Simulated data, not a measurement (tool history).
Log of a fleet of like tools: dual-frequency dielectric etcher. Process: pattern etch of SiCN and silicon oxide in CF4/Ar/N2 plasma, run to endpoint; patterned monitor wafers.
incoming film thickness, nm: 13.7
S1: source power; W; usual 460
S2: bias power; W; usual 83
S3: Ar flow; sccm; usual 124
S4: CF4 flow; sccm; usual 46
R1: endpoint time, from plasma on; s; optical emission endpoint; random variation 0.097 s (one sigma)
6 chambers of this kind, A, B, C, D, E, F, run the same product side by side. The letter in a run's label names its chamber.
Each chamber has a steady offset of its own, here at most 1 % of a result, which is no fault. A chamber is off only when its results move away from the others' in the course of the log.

run 1D hour=6.8 | S1=460 S2=83 S3=124 S4=46 | R1=16.264
run 2B hour=10.6 | S1=460 S2=83 S3=124 S4=46 | R1=16.446
-- hour=14 chamber D: source power generator calibrated
run 3A hour=16.4 | S1=460 S2=83 S3=124 S4=46 | R1=16.532
run 4E hour=22.6 | S1=460 S2=83 S3=124 S4=46 | R1=16.375
run 5C hour=29.6 | S1=460 S2=83 S3=124 S4=46 | R1=16.324
run 6F hour=36.7 | S1=460 S2=83 S3=124 S4=46 | R1=16.302
-- hour=40.9 chamber A: wet clean of the chamber
run 7C hour=41.7 | S1=460 S2=83 S3=124 S4=46 | R1=16.269
-- hour=46 chamber C: CF4 flow controller replaced
run 8B hour=47.4 | S1=460 S2=83 S3=124 S4=46 | R1=16.374
run 9D hour=53.3 | S1=460 S2=83 S3=124 S4=46 | R1=16.033
run 10E hour=58 | S1=460 S2=83 S3=124 S4=46 | R1=16.54
run 11F hour=64.3 | S1=460 S2=83 S3=124 S4=46 | R1=16.354
run 12A hour=68.1 | S1=460 S2=83 S3=124 S4=46 | R1=16.497
run 13B hour=73 | S1=390 S2=64 S3=124 S4=46 | R1=20.882
run 14F hour=78.2 | S1=390 S2=64 S3=124 S4=46 | R1=20.827
run 15A hour=83 | S1=390 S2=64 S3=124 S4=46 | R1=20.988
-- hour=84.8 chamber B: wet clean of the chamber
run 16E hour=88.8 | S1=390 S2=64 S3=124 S4=46 | R1=20.958
run 17D hour=95.4 | S1=390 S2=64 S3=124 S4=46 | R1=20.851
run 18C hour=102.5 | S1=390 S2=64 S3=124 S4=46 | R1=20.431
run 19C hour=108.2 | S1=460 S2=83 S3=124 S4=46 | R1=16.043
run 20D hour=114.6 | S1=460 S2=83 S3=124 S4=46 | R1=16.255
run 21B hour=120 | S1=460 S2=83 S3=124 S4=46 | R1=16.415
run 22E hour=123.3 | S1=460 S2=83 S3=124 S4=46 | R1=16.478
run 23A hour=126.5 | S1=460 S2=83 S3=124 S4=46 | R1=16.496
run 24F hour=132.2 | S1=460 S2=83 S3=124 S4=46 | R1=16.319
run 25B hour=137.4 | S1=460 S2=83 S3=124 S4=46 | R1=16.474
run 26A hour=142.5 | S1=370 S2=69 S3=124 S4=46 | R1=21.21
run 27C hour=148.4 | S1=370 S2=69 S3=124 S4=46 | R1=20.517
run 28F hour=154.7 | S1=370 S2=69 S3=124 S4=46 | R1=21.313
run 29E hour=160.1 | S1=370 S2=69 S3=124 S4=46 | R1=21.157
run 30D hour=163.5 | S1=370 S2=69 S3=124 S4=46 | R1=21.364
-- hour=167.8 chamber C: Ar flow controller replaced
run 31A hour=169.8 | S1=370 S2=69 S3=124 S4=46 | R1=21.281
run 32D hour=175.1 | S1=460 S2=83 S3=124 S4=46 | R1=16.312
run 33E hour=182.1 | S1=530 S2=83 S3=124 S4=46 | R1=14.455
run 34B hour=189.1 | S1=530 S2=83 S3=124 S4=46 | R1=14.463
run 35C hour=194.3 | S1=530 S2=83 S3=124 S4=46 | R1=13.852
run 36F hour=199.6 | S1=530 S2=83 S3=124 S4=46 | R1=14.525
run 37E hour=204 | S1=530 S2=83 S3=124 S4=46 | R1=14.64
run 38D hour=211.2 | S1=530 S2=83 S3=124 S4=46 | R1=14.235

Next, every chamber runs the same settings. What will each give?
run 39A hour=216.3 | S1=460 S2=83 S3=124 S4=46 | R1=?
run 39B hour=216.3 | S1=460 S2=83 S3=124 S4=46 | R1=?
run 39C hour=216.3 | S1=460 S2=83 S3=124 S4=46 | R1=?
run 39D hour=216.3 | S1=460 S2=83 S3=124 S4=46 | R1=?
run 39E hour=216.3 | S1=460 S2=83 S3=124 S4=46 | R1=?
run 39F hour=216.3 | S1=460 S2=83 S3=124 S4=46 | R1=?

run=39A R1=16.444
run=39B R1=16.333
run=39C R1=15.664
run=39D R1=16.328
run=39E R1=16.375
run=39F R1=16.388

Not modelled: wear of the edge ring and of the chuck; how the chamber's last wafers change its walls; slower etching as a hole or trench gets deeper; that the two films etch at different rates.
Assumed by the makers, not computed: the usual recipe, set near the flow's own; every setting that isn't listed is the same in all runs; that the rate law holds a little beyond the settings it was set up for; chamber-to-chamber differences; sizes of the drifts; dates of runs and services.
